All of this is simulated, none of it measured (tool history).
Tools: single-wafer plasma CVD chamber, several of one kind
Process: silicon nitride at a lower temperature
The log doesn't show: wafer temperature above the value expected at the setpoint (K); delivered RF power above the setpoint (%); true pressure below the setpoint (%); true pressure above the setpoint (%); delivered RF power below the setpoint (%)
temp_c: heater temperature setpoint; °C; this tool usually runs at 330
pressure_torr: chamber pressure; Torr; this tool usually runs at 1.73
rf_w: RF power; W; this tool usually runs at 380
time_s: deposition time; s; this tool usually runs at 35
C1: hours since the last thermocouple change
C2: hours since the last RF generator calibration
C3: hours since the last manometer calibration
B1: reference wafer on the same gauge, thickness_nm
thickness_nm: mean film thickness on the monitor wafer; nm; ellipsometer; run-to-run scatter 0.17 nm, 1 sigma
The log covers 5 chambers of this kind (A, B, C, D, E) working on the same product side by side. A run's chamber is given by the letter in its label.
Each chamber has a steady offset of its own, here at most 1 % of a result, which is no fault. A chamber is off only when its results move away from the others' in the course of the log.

-- day=0.233 chamber D: capacitance manometer re-zeroed and calibrated
run 1C day=0.254 | temp_c=330 pressure_torr=1.73 rf_w=380 time_s=35 | C1=1305.3 C2=897.7 C3=524.6 | B1=51.982 | thickness_nm=49.262
run 2B day=0.417 | temp_c=330 pressure_torr=1.73 rf_w=380 time_s=35 | C1=1209.2 C2=1856.7 C3=1649.5 | B1=52.015 | thickness_nm=49.267
-- day=0.558 chamber D: RF generator calibrated
run 3D day=0.567 | temp_c=330 pressure_torr=1.73 rf_w=380 time_s=35 | C1=166.2 C2=0.2 C3=8.0 | B1=51.925 | thickness_nm=49.906
run 4A day=0.833 | temp_c=330 pressure_torr=1.73 rf_w=380 time_s=35 | C1=225.3 C2=431.6 C3=253.6 | B1=52.047 | thickness_nm=49.012
run 5E day=1.138 | temp_c=330 pressure_torr=1.73 rf_w=355 time_s=35 | C1=1317.9 C2=41.0 C3=1164.6 | B1=51.973 | thickness_nm=46.970
run 6C day=1.271 | temp_c=330 pressure_torr=1.73 rf_w=355 time_s=35 | C1=1329.7 C2=922.1 C3=549.0 | B1=52.020 | thickness_nm=47.372
run 7E day=1.550 | temp_c=330 pressure_torr=1.73 rf_w=355 time_s=35 | C1=1327.8 C2=50.9 C3=1174.5 | B1=51.960 | thickness_nm=46.924
run 8D day=1.708 | temp_c=330 pressure_torr=1.73 rf_w=355 time_s=35 | C1=193.6 C2=27.6 C3=35.4 | B1=52.016 | thickness_nm=47.523
run 9B day=1.954 | temp_c=330 pressure_torr=1.73 rf_w=355 time_s=35 | C1=1246.1 C2=1893.6 C3=1686.4 | B1=52.028 | thickness_nm=47.275
run 10A day=2.225 | temp_c=330 pressure_torr=1.73 rf_w=435 time_s=35 | C1=258.7 C2=465.0 C3=287.0 | B1=51.993 | thickness_nm=53.409
run 11E day=2.383 | temp_c=330 pressure_torr=1.73 rf_w=435 time_s=35 | C1=1347.8 C2=70.9 C3=1194.5 | B1=52.015 | thickness_nm=53.603
run 12D day=2.633 | temp_c=330 pressure_torr=1.73 rf_w=435 time_s=35 | C1=215.8 C2=49.8 C3=57.6 | B1=52.035 | thickness_nm=54.257
run 13A day=2.817 | temp_c=330 pressure_torr=1.73 rf_w=435 time_s=35 | C1=272.9 C2=479.2 C3=301.2 | B1=51.945 | thickness_nm=53.247
run 14B day=2.967 | temp_c=330 pressure_torr=1.73 rf_w=435 time_s=35 | C1=1270.4 C2=1917.9 C3=1710.7 | B1=51.960 | thickness_nm=53.537
run 15C day=3.233 | temp_c=330 pressure_torr=1.92 rf_w=380 time_s=35 | C1=1376.8 C2=969.2 C3=596.1 | B1=52.012 | thickness_nm=50.297
run 16C day=3.492 | temp_c=330 pressure_torr=1.92 rf_w=380 time_s=35 | C1=1383.0 C2=975.4 C3=602.3 | B1=52.009 | thickness_nm=50.331
run 17D day=3.688 | temp_c=330 pressure_torr=1.92 rf_w=380 time_s=35 | C1=241.1 C2=75.1 C3=82.9 | B1=51.994 | thickness_nm=51.414
run 18A day=3.938 | temp_c=330 pressure_torr=1.92 rf_w=380 time_s=35 | C1=299.8 C2=506.1 C3=328.1 | B1=51.984 | thickness_nm=50.822
run 19E day=4.075 | temp_c=330 pressure_torr=1.92 rf_w=380 time_s=35 | C1=1388.4 C2=111.5 C3=1235.1 | B1=52.064 | thickness_nm=50.545
run 20B day=4.204 | temp_c=330 pressure_torr=1.73 rf_w=380 time_s=35 | C1=1300.1 C2=1947.6 C3=1740.4 | B1=51.986 | thickness_nm=49.648
run 21E day=4.362 | temp_c=330 pressure_torr=1.73 rf_w=380 time_s=35 | C1=1395.3 C2=118.4 C3=1242.0 | B1=51.960 | thickness_nm=49.126
run 22B day=4.533 | temp_c=330 pressure_torr=1.73 rf_w=380 time_s=35 | C1=1308.0 C2=1955.5 C3=1748.3 | B1=51.989 | thickness_nm=49.684
run 23D day=4.712 | temp_c=336 pressure_torr=2.11 rf_w=380 time_s=35 | C1=265.7 C2=99.7 C3=107.5 | B1=51.948 | thickness_nm=52.414
run 24C day=4.867 | temp_c=336 pressure_torr=2.11 rf_w=380 time_s=35 | C1=1416.0 C2=1008.4 C3=635.3 | B1=52.015 | thickness_nm=50.806
run 25A day=5.108 | temp_c=336 pressure_torr=2.11 rf_w=380 time_s=35 | C1=327.9 C2=534.2 C3=356.2 | B1=51.997 | thickness_nm=51.555
run 26C day=5.346 | temp_c=336 pressure_torr=2.11 rf_w=380 time_s=35 | C1=1427.5 C2=1019.9 C3=646.8 | B1=52.017 | thickness_nm=50.739
run 27E day=5.654 | temp_c=336 pressure_torr=2.11 rf_w=380 time_s=35 | C1=1426.3 C2=149.4 C3=1273.0 | B1=51.979 | thickness_nm=51.439
run 28B day=5.846 | temp_c=330 pressure_torr=1.73 rf_w=380 time_s=35 | C1=1339.5 C2=1987.0 C3=1779.8 | B1=52.055 | thickness_nm=49.436
run 29A day=6.133 | temp_c=330 pressure_torr=1.95 rf_w=415 time_s=35 | C1=352.5 C2=558.8 C3=380.8 | B1=51.986 | thickness_nm=53.471
run 30D day=6.333 | temp_c=330 pressure_torr=1.95 rf_w=415 time_s=35 | C1=304.6 C2=138.6 C3=146.4 | B1=52.000 | thickness_nm=54.239
run 31C day=6.625 | temp_c=330 pressure_torr=1.95 rf_w=415 time_s=35 | C1=1458.2 C2=1050.6 C3=677.5 | B1=51.999 | thickness_nm=52.379
run 32B day=6.867 | temp_c=330 pressure_torr=1.95 rf_w=415 time_s=35 | C1=1364.0 C2=2011.5 C3=1804.3 | B1=52.005 | thickness_nm=54.165
run 33E day=7.150 | temp_c=330 pressure_torr=1.95 rf_w=415 time_s=35 | C1=1462.2 C2=185.3 C3=1308.9 | B1=52.009 | thickness_nm=53.304
run 34D day=7.342 | temp_c=330 pressure_torr=1.73 rf_w=380 time_s=35 | C1=328.8 C2=162.8 C3=170.6 | B1=52.017 | thickness_nm=49.950
run 35A day=7.617 | temp_c=330 pressure_torr=1.73 rf_w=380 time_s=35 | C1=388.1 C2=594.4 C3=416.4 | B1=51.980 | thickness_nm=49.193
run 36E day=7.854 | temp_c=330 pressure_torr=1.73 rf_w=380 time_s=35 | C1=1479.1 C2=202.2 C3=1325.8 | B1=51.999 | thickness_nm=49.124
run 37C day=8.088 | temp_c=330 pressure_torr=1.73 rf_w=380 time_s=35 | C1=1493.3 C2=1085.7 C3=712.6 | B1=52.023 | thickness_nm=47.557
-- day=8.125 chamber B: thermocouple changed; heater temperature recalibrated
run 38B day=8.304 | temp_c=330 pressure_torr=1.73 rf_w=380 time_s=35 | C1=4.3 C2=2046.0 C3=1838.8 | B1=52.000 | thickness_nm=49.640
run 39D day=8.488 | temp_c=343 pressure_torr=1.60 rf_w=380 time_s=35 | C1=356.3 C2=190.3 C3=198.1 | B1=51.967 | thickness_nm=48.881
run 40A day=8.700 | temp_c=343 pressure_torr=1.60 rf_w=380 time_s=35 | C1=414.1 C2=620.4 C3=442.4 | B1=51.993 | thickness_nm=48.092

All 5 chambers run these settings next. Forecast each chamber's results:
run 41A day=8.921 | temp_c=330 pressure_torr=1.57 rf_w=380 time_s=35 | thickness_nm=?
run 41B day=8.921 | temp_c=330 pressure_torr=1.57 rf_w=380 time_s=35 | thickness_nm=?
run 41C day=8.921 | temp_c=330 pressure_torr=1.57 rf_w=380 time_s=35 | thickness_nm=?
run 41D day=8.921 | temp_c=330 pressure_torr=1.57 rf_w=380 time_s=35 | thickness_nm=?
run 41E day=8.921 | temp_c=330 pressure_torr=1.57 rf_w=380 time_s=35 | thickness_nm=?

run=41A thickness_nm=48.085
run=41B thickness_nm=48.400
run=41C thickness_nm=45.994
run=41D thickness_nm=48.170
run=41E thickness_nm=47.637

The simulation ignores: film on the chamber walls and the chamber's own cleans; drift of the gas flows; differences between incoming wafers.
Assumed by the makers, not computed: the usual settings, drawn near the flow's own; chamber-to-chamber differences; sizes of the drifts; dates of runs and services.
